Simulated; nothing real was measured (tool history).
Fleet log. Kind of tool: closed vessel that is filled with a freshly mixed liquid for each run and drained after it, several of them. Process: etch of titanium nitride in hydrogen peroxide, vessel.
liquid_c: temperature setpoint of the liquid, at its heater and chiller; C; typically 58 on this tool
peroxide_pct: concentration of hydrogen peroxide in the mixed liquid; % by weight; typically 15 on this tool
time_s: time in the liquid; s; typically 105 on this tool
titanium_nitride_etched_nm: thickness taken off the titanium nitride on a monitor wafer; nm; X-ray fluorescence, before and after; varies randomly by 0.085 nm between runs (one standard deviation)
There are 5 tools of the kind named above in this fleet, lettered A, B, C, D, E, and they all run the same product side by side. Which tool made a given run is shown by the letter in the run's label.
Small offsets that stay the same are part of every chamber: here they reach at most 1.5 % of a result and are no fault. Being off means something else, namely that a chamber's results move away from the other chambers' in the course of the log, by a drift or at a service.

run     day  liquid_c  peroxide_pct  time_s  read-back film thickness of the titanium nitride reference wafer, read on the same gauge (nm)  titanium_nitride_etched_nm
 1D   0.308        58            15     105                                                                                         29.993                      8.5664
 2B   0.558        58            15     105                                                                                         30.001                      8.5137
 3E   0.862        58            15     105                                                                                         29.986                      8.7565
 4C   1.104        58            15     105                                                                                         29.998                      8.6007
 5A   1.479        58            15     105                                                                                         30.001                      8.7285
 6B   1.704        58            15     105                                                                                         29.999                      8.6179
 7A   2.088        58            15     105                                                                                         29.999                      8.5723
 8C   2.338        58          19.5     105                                                                                         30.012                      9.0212
 9D   2.771        58          19.5     105                                                                                         29.989                      9.0929
10E   3.083        58          19.5     105                                                                                         29.983                      9.0537
11E   3.496        58          19.5     105                                                                                         29.988                      8.9674
12D   3.842        58          19.5     105                                                                                         30.008                      8.9964
13A   4.046        58            15     105                                                                                         29.996                      8.6623
14B   4.462        58            15     105                                                                                             30                      8.4428
15C   4.783        58            15     105                                                                                         29.989                      8.6837
16A   5.192        58            15     105                                                                                         29.996                       8.721
      5.454  -- chamber B: peroxide flow meter replaced
17C   5.596        58            15     105                                                                                         30.004                      8.8754
18E   5.867        58            15     105                                                                                         29.977                      8.6824
19D    6.25        50            15     105                                                                                         30.009                      4.7885
20B   6.517        50            15     105                                                                                         29.991                      4.8578
      6.838  -- chamber E: new drum of peroxide connected
21B   6.871        50            15     105                                                                                         30.005                      4.8954
22D   7.146        50            15     105                                                                                         29.986                      4.8967
23E   7.358        50            15     105                                                                                         29.999                      4.9768
24C   7.571        58            15     105                                                                                         29.986                      8.9728
25A   7.992        58            15     155                                                                                         30.013                      12.683
26A   8.208        58            15     155                                                                                          29.99                      12.969
27B   8.625        58            15     155                                                                                         30.003                      12.494
28E   8.875        58            15     155                                                                                         29.991                      12.709
29D   9.308        58            15     155                                                                                         30.002                      12.778
30C   9.508        58            15     105                                                                                         30.002                      8.9877
31A   9.704        58            15     105                                                                                         29.986                      8.5784
32C  10.133        58            15     165                                                                                         29.982                      14.527
33E  10.462        58            15     165                                                                                         30.002                       13.78
34B  10.825        58            15     165                                                                                         30.002                      13.213
     11.138  -- chamber E: thermometer replaced
35D  11.138        58            15     165                                                                                             30                      13.599
36D  11.558        58            15     165                                                                                         29.999                      13.558
     11.567  -- chamber C: new drum of peroxide connected
37C  11.992        58            15     105                                                                                         30.011                      9.3384
38E  12.308        58            15     105                                                                                         30.008                      8.6856
39B  12.629        58            15     105                                                                                         29.998                      8.6782
40A      13        58            18      55                                                                                         30.005                      4.6957

One chamber off, gauge drift, or nothing amiss beyond the chambers' own small offsets? If it is a chamber, which one, and what is the likeliest cause?

It is chamber C that slowly wanders off from its peers.
Likeliest cause: liquid hotter than its thermometer reads (K) = 1.56.

Which of the 4 candidates below, each the usual settings with something changed and its results left as question marks, puts chamber C back in line with what the other chambers give on the usual settings?
In-line tolerance around the mean of the other chambers on the usual settings: titanium_nitride_etched_nm 0.3 nm
41C-1  13.312      58.5            15     105                                                                                                                          ?
41C-2  13.312        58            15      95                                                                                                                          ?
41C-3  13.312        58            15     115                                                                                                                          ?
41C-4  13.312        58            15     100                                                                                                                          ?

The mean the other chambers reach with the usual settings: titanium_nitride_etched_nm 8.6052 nm
  run  titanium_nitride_etched_nm
41C-1                      9.8116
41C-2                      8.5745
41C-3                       10.38
41C-4                      9.0257
The answer is 41C-2, which returns the chamber to within the allowed miss of the others.
